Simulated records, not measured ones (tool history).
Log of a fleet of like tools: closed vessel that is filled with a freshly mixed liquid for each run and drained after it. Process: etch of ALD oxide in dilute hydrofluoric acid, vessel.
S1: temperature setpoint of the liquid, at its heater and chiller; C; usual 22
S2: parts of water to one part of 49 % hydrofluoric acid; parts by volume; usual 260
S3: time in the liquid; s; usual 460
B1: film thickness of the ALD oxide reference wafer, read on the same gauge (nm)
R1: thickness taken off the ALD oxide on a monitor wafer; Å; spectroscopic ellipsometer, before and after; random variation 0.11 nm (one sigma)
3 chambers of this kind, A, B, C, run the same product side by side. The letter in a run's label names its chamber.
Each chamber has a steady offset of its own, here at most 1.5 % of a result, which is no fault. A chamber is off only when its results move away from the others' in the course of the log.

run   hour  S1   S2   S3       B1      R1
 1C    5.6  22  260  460   99.968  260.85
 2B   16.1  22  260  460   99.942  258.12
 3A   23.8  22  260  460   99.992  256.84
 4A   33.9  22  260  460   99.934  258.34
 5C   45.4  22  260  645  100.070  365.86
 6B   54.6  22  260  645  100.020  360.99
 7C   60.4  22  260  645  100.010  368.40
 8B   70.4  22  260  460   99.995  256.82
 9A   75.7  22  260  460   99.992  263.94
10B   82.5  22  260  460  100.040  258.21
11A   91.6  22  260  460   99.962  261.75
12C   98.8  22  260  460   99.965  260.95
13C  104.0  22  260  460  100.040  263.03
14B  110.5  22  260  460  100.020  257.06
15A  118.9  22  260  330  100.020  192.33
16A  126.6  22  260  330  100.010  192.37
17C  133.1  22  260  330   99.954  186.73
18B  138.7  22  260  460  100.020  259.82
     138.9  -- chamber C: hydrofluoric acid flow meter replaced
19B  146.6  17  160  460   99.952  376.38
20C  154.8  17  160  460  100.060  386.48
21A  162.0  17  160  460   99.935  405.60

All 3 chambers run these settings next. Forecast each chamber's results:
22A  170.6  22  300  460       ?
22B  170.6  22  300  460       ?
22C  170.6  22  300  460       ?

run      R1
22A  225.93
22B  213.49
22C  217.84
